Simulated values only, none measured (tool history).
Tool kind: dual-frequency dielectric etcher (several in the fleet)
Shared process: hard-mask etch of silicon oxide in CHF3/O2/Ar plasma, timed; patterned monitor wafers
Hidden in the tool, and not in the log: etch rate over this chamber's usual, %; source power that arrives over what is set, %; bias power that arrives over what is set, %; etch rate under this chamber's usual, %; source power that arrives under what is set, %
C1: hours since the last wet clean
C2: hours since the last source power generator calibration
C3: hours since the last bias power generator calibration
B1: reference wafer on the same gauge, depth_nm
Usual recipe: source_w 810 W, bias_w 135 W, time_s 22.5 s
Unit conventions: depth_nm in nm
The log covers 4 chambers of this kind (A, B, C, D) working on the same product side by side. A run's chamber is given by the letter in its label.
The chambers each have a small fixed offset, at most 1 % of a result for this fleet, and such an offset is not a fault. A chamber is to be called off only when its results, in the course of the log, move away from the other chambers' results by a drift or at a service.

{"run": "1C", "hour": 5.7, "source_w": 810, "bias_w": 135, "time_s": 22.5, "C1": 324.4, "C2": 1073.1, "C3": 659, "B1": 51.865, "depth_nm": 45.376}
{"run": "2A", "hour": 8.6, "source_w": 810, "bias_w": 135, "time_s": 22.5, "C1": 440, "C2": 1799.6, "C3": 1310, "B1": 51.903, "depth_nm": 45.362}
{"run": "3D", "hour": 14.5, "source_w": 810, "bias_w": 135, "time_s": 22.5, "C1": 400.5, "C2": 626.7, "C3": 933.9, "B1": 51.896, "depth_nm": 45.72}
{"run": "4B", "hour": 20.2, "source_w": 810, "bias_w": 135, "time_s": 22.5, "C1": 333.9, "C2": 431.7, "C3": 1242.8, "B1": 51.909, "depth_nm": 45.657}
{"run": "5A", "hour": 24.5, "source_w": 810, "bias_w": 135, "time_s": 22.5, "C1": 455.9, "C2": 1815.5, "C3": 1325.9, "B1": 51.919, "depth_nm": 45.57}
{"run": "6C", "hour": 30.4, "source_w": 810, "bias_w": 162, "time_s": 22.5, "C1": 349.1, "C2": 1097.8, "C3": 683.7, "B1": 51.893, "depth_nm": 47.949}
{"run": "7D", "hour": 36.1, "source_w": 810, "bias_w": 162, "time_s": 22.5, "C1": 422.1, "C2": 648.3, "C3": 955.5, "B1": 51.904, "depth_nm": 48.263}
{"hour": 39.8, "done": "chamber A: wet clean of the chamber"}
{"run": "8B", "hour": 41.7, "source_w": 810, "bias_w": 162, "time_s": 22.5, "C1": 355.4, "C2": 453.2, "C3": 1264.3, "B1": 51.866, "depth_nm": 48.399}
{"run": "9B", "hour": 45.3, "source_w": 810, "bias_w": 162, "time_s": 22.5, "C1": 359, "C2": 456.8, "C3": 1267.9, "B1": 51.822, "depth_nm": 48.492}
{"run": "10C", "hour": 51.2, "source_w": 810, "bias_w": 135, "time_s": 22.5, "C1": 369.9, "C2": 1118.6, "C3": 704.5, "B1": 51.9, "depth_nm": 45.348}
{"run": "11A", "hour": 55.5, "source_w": 810, "bias_w": 135, "time_s": 22.5, "C1": 15.7, "C2": 1846.5, "C3": 1356.9, "B1": 51.877, "depth_nm": 47.187}
{"run": "12D", "hour": 58.1, "source_w": 810, "bias_w": 135, "time_s": 22.5, "C1": 444.1, "C2": 670.3, "C3": 977.5, "B1": 51.82, "depth_nm": 45.778}
{"run": "13B", "hour": 61.8, "source_w": 810, "bias_w": 115, "time_s": 22.5, "C1": 375.5, "C2": 473.3, "C3": 1284.4, "B1": 51.906, "depth_nm": 43.398}
{"run": "14A", "hour": 65.6, "source_w": 810, "bias_w": 115, "time_s": 22.5, "C1": 25.8, "C2": 1856.6, "C3": 1367, "B1": 51.913, "depth_nm": 45.271}
{"run": "15D", "hour": 70.0, "source_w": 810, "bias_w": 115, "time_s": 22.5, "C1": 456, "C2": 682.2, "C3": 989.4, "B1": 51.883, "depth_nm": 43.391}
{"run": "16C", "hour": 74.8, "source_w": 810, "bias_w": 115, "time_s": 22.5, "C1": 393.5, "C2": 1142.2, "C3": 728.1, "B1": 51.908, "depth_nm": 43.18}
{"run": "17A", "hour": 78.7, "source_w": 810, "bias_w": 135, "time_s": 22.5, "C1": 38.9, "C2": 1869.7, "C3": 1380.1, "B1": 51.891, "depth_nm": 47.524}
{"run": "18B", "hour": 83.8, "source_w": 810, "bias_w": 135, "time_s": 22.5, "C1": 397.5, "C2": 495.3, "C3": 1306.4, "B1": 51.893, "depth_nm": 45.358}
{"run": "19D", "hour": 86.7, "source_w": 810, "bias_w": 135, "time_s": 22.5, "C1": 472.7, "C2": 698.9, "C3": 1006.1, "B1": 51.879, "depth_nm": 45.662}
{"hour": 89.5, "done": "chamber C: wet clean of the chamber"}
{"run": "20C", "hour": 91.1, "source_w": 710, "bias_w": 135, "time_s": 22.5, "C1": 1.7, "C2": 1158.5, "C3": 744.4, "B1": 51.914, "depth_nm": 43.109}
{"run": "21C", "hour": 94.5, "source_w": 710, "bias_w": 135, "time_s": 22.5, "C1": 5.1, "C2": 1161.9, "C3": 747.8, "B1": 51.908, "depth_nm": 43.333}
{"run": "22B", "hour": 98.8, "source_w": 710, "bias_w": 135, "time_s": 22.5, "C1": 412.5, "C2": 510.3, "C3": 1321.4, "B1": 51.905, "depth_nm": 43.481}
{"hour": 101.3, "done": "chamber D: wet clean of the chamber"}
{"run": "23A", "hour": 103.6, "source_w": 710, "bias_w": 135, "time_s": 22.5, "C1": 63.8, "C2": 1894.6, "C3": 1405, "B1": 51.884, "depth_nm": 45.043}
{"run": "24D", "hour": 107.6, "source_w": 810, "bias_w": 135, "time_s": 22.5, "C1": 6.4, "C2": 719.8, "C3": 1027, "B1": 51.886, "depth_nm": 45.488}
{"run": "25C", "hour": 112.9, "source_w": 810, "bias_w": 135, "time_s": 22.5, "C1": 23.5, "C2": 1180.3, "C3": 766.2, "B1": 51.883, "depth_nm": 45.53}
{"run": "26A", "hour": 118.6, "source_w": 810, "bias_w": 135, "time_s": 22.5, "C1": 78.8, "C2": 1909.6, "C3": 1420, "B1": 51.909, "depth_nm": 47.304}

Next, all 4 chambers run the settings below, one line each with question marks for the results. What does each chamber give?
{"run": "27A", "hour": 122.9, "source_w": 810, "bias_w": 135, "time_s": 22.5, "depth_nm": "?"}
{"run": "27B", "hour": 122.9, "source_w": 810, "bias_w": 135, "time_s": 22.5, "depth_nm": "?"}
{"run": "27C", "hour": 122.9, "source_w": 810, "bias_w": 135, "time_s": 22.5, "depth_nm": "?"}
{"run": "27D", "hour": 122.9, "source_w": 810, "bias_w": 135, "time_s": 22.5, "depth_nm": "?"}

run=27A depth_nm=47.398
run=27B depth_nm=45.429
run=27C depth_nm=45.654
run=27D depth_nm=45.497
